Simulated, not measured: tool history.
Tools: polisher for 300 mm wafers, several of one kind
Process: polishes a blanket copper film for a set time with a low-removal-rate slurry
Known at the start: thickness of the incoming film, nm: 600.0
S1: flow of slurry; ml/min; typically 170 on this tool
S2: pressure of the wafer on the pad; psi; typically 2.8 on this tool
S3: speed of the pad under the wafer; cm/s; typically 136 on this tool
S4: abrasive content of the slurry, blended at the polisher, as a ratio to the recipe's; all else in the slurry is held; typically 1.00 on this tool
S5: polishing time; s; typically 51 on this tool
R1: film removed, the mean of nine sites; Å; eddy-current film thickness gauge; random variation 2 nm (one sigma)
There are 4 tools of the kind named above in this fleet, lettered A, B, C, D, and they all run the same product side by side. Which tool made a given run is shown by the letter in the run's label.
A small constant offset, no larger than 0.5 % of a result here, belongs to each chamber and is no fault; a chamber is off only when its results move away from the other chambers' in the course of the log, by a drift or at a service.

{"run": "1B", "day": 0.179, "S1": 170, "S2": 2.8, "S3": 136, "S4": 1.0, "S5": 51, "R1": 1805.0}
{"run": "2D", "day": 0.317, "S1": 170, "S2": 2.8, "S3": 136, "S4": 1.0, "S5": 51, "R1": 1768.8}
{"run": "3A", "day": 0.521, "S1": 170, "S2": 2.8, "S3": 136, "S4": 1.0, "S5": 51, "R1": 1767.7}
{"run": "4C", "day": 0.725, "S1": 170, "S2": 2.8, "S3": 136, "S4": 1.0, "S5": 51, "R1": 1769.5}
{"run": "5A", "day": 0.883, "S1": 125, "S2": 2.8, "S3": 136, "S4": 1.25, "S5": 51, "R1": 1781.2}
{"day": 0.992, "done": "chamber A: worn pad replaced by a new one"}
{"day": 1.004, "done": "chamber B: head pressure recalibrated"}
{"run": "6D", "day": 1.188, "S1": 125, "S2": 2.8, "S3": 136, "S4": 1.25, "S5": 51, "R1": 1748.8}
{"day": 1.2, "done": "chamber B: worn pad replaced by a new one"}
{"run": "7B", "day": 1.371, "S1": 125, "S2": 2.8, "S3": 136, "S4": 1.25, "S5": 51, "R1": 1771.6}
{"run": "8C", "day": 1.567, "S1": 125, "S2": 2.8, "S3": 136, "S4": 1.25, "S5": 51, "R1": 1768.1}
{"run": "9A", "day": 1.742, "S1": 170, "S2": 2.8, "S3": 136, "S4": 1.0, "S5": 51, "R1": 1767.2}
{"run": "10D", "day": 2.033, "S1": 170, "S2": 2.8, "S3": 136, "S4": 1.0, "S5": 51, "R1": 1789.5}
{"run": "11C", "day": 2.183, "S1": 170, "S2": 2.8, "S3": 136, "S4": 1.0, "S5": 51, "R1": 1748.1}
{"run": "12B", "day": 2.367, "S1": 170, "S2": 2.8, "S3": 136, "S4": 1.0, "S5": 51, "R1": 1744.2}
{"run": "13D", "day": 2.512, "S1": 170, "S2": 2.8, "S3": 136, "S4": 1.0, "S5": 51, "R1": 1794.5}
{"day": 2.562, "done": "chamber B: slurry blender recalibrated"}
{"day": 2.775, "done": "chamber C: head pressure recalibrated"}
{"run": "14C", "day": 2.808, "S1": 170, "S2": 2.8, "S3": 136, "S4": 1.0, "S5": 51, "R1": 1622.9}
{"day": 2.908, "done": "chamber A: head pressure recalibrated"}
{"run": "15A", "day": 3.075, "S1": 170, "S2": 2.8, "S3": 136, "S4": 1.0, "S5": 51, "R1": 1774.1}
{"run": "16B", "day": 3.329, "S1": 170, "S2": 2.8, "S3": 136, "S4": 1.0, "S5": 51, "R1": 1771.3}
{"day": 3.342, "done": "chamber D: worn pad replaced by a new one"}
{"day": 3.392, "done": "chamber C: slurry blender recalibrated"}
{"day": 3.442, "done": "chamber A: worn pad replaced by a new one"}
{"run": "17C", "day": 3.525, "S1": 170, "S2": 2.8, "S3": 136, "S4": 1.0, "S5": 51, "R1": 1645.3}
{"day": 3.725, "done": "chamber B: worn pad replaced by a new one"}
{"run": "18D", "day": 3.8, "S1": 170, "S2": 2.8, "S3": 136, "S4": 1.0, "S5": 51, "R1": 1773.1}
{"day": 3.842, "done": "chamber D: slurry blender recalibrated"}
{"run": "19A", "day": 3.979, "S1": 170, "S2": 2.8, "S3": 136, "S4": 1.0, "S5": 51, "R1": 1805.3}
{"run": "20B", "day": 4.275, "S1": 170, "S2": 2.8, "S3": 136, "S4": 1.0, "S5": 51, "R1": 1785.8}
{"run": "21A", "day": 4.429, "S1": 170, "S2": 2.8, "S3": 136, "S4": 1.0, "S5": 51, "R1": 1768.8}
{"run": "22C", "day": 4.6, "S1": 170, "S2": 3.3, "S3": 136, "S4": 0.85, "S5": 51, "R1": 1865.2}
{"run": "23D", "day": 4.754, "S1": 170, "S2": 3.3, "S3": 136, "S4": 0.85, "S5": 51, "R1": 1982.1}
{"run": "24B", "day": 4.938, "S1": 170, "S2": 3.3, "S3": 136, "S4": 0.85, "S5": 51, "R1": 2055.3}
{"run": "25D", "day": 5.117, "S1": 170, "S2": 3.3, "S3": 136, "S4": 0.85, "S5": 51, "R1": 2046.5}
{"day": 5.121, "done": "chamber C: worn pad replaced by a new one"}
{"day": 5.408, "done": "chamber B: slurry nozzle cleaned"}
{"run": "26B", "day": 5.425, "S1": 170, "S2": 2.8, "S3": 136, "S4": 1.0, "S5": 51, "R1": 1792.1}
{"run": "27C", "day": 5.662, "S1": 170, "S2": 2.8, "S3": 136, "S4": 1.0, "S5": 51, "R1": 1653.8}
{"run": "28A", "day": 5.833, "S1": 170, "S2": 2.8, "S3": 136, "S4": 1.0, "S5": 51, "R1": 1748.0}
{"day": 5.921, "done": "chamber A: worn pad replaced by a new one"}
{"run": "29C", "day": 6.017, "S1": 170, "S2": 2.8, "S3": 136, "S4": 1.0, "S5": 51, "R1": 1653.6}
{"run": "30B", "day": 6.167, "S1": 170, "S2": 2.8, "S3": 136, "S4": 1.0, "S5": 51, "R1": 1773.1}
{"run": "31A", "day": 6.396, "S1": 170, "S2": 2.8, "S3": 136, "S4": 1.0, "S5": 51, "R1": 1794.4}
{"day": 6.404, "done": "chamber B: worn pad replaced by a new one"}
{"run": "32D", "day": 6.696, "S1": 200, "S2": 2.8, "S3": 136, "S4": 1.0, "S5": 51, "R1": 1824.9}
{"run": "33D", "day": 6.967, "S1": 200, "S2": 2.8, "S3": 136, "S4": 1.0, "S5": 51, "R1": 1829.4}
{"run": "34C", "day": 7.133, "S1": 200, "S2": 2.8, "S3": 136, "S4": 1.0, "S5": 51, "R1": 1667.6}
{"run": "35B", "day": 7.4, "S1": 200, "S2": 2.8, "S3": 136, "S4": 1.0, "S5": 51, "R1": 1831.0}
{"run": "36A", "day": 7.688, "S1": 170, "S2": 2.8, "S3": 136, "S4": 1.0, "S5": 51, "R1": 1780.2}
{"run": "37A", "day": 7.858, "S1": 170, "S2": 2.8, "S3": 136, "S4": 1.0, "S5": 51, "R1": 1797.4}
{"run": "38C", "day": 8.133, "S1": 170, "S2": 2.8, "S3": 136, "S4": 1.0, "S5": 51, "R1": 1612.9}

Each of the 4 chambers runs these same settings next. Fill in every chamber's results:
{"run": "39A", "day": 8.354, "S1": 170, "S2": 2.8, "S3": 136, "S4": 1.2, "S5": 51, "R1": "?"}
{"run": "39B", "day": 8.354, "S1": 170, "S2": 2.8, "S3": 136, "S4": 1.2, "S5": 51, "R1": "?"}
{"run": "39C", "day": 8.354, "S1": 170, "S2": 2.8, "S3": 136, "S4": 1.2, "S5": 51, "R1": "?"}
{"run": "39D", "day": 8.354, "S1": 170, "S2": 2.8, "S3": 136, "S4": 1.2, "S5": 51, "R1": "?"}

run=39A R1=1843.1
run=39B R1=1839.5
run=39C R1=1702.3
run=39D R1=1844.0

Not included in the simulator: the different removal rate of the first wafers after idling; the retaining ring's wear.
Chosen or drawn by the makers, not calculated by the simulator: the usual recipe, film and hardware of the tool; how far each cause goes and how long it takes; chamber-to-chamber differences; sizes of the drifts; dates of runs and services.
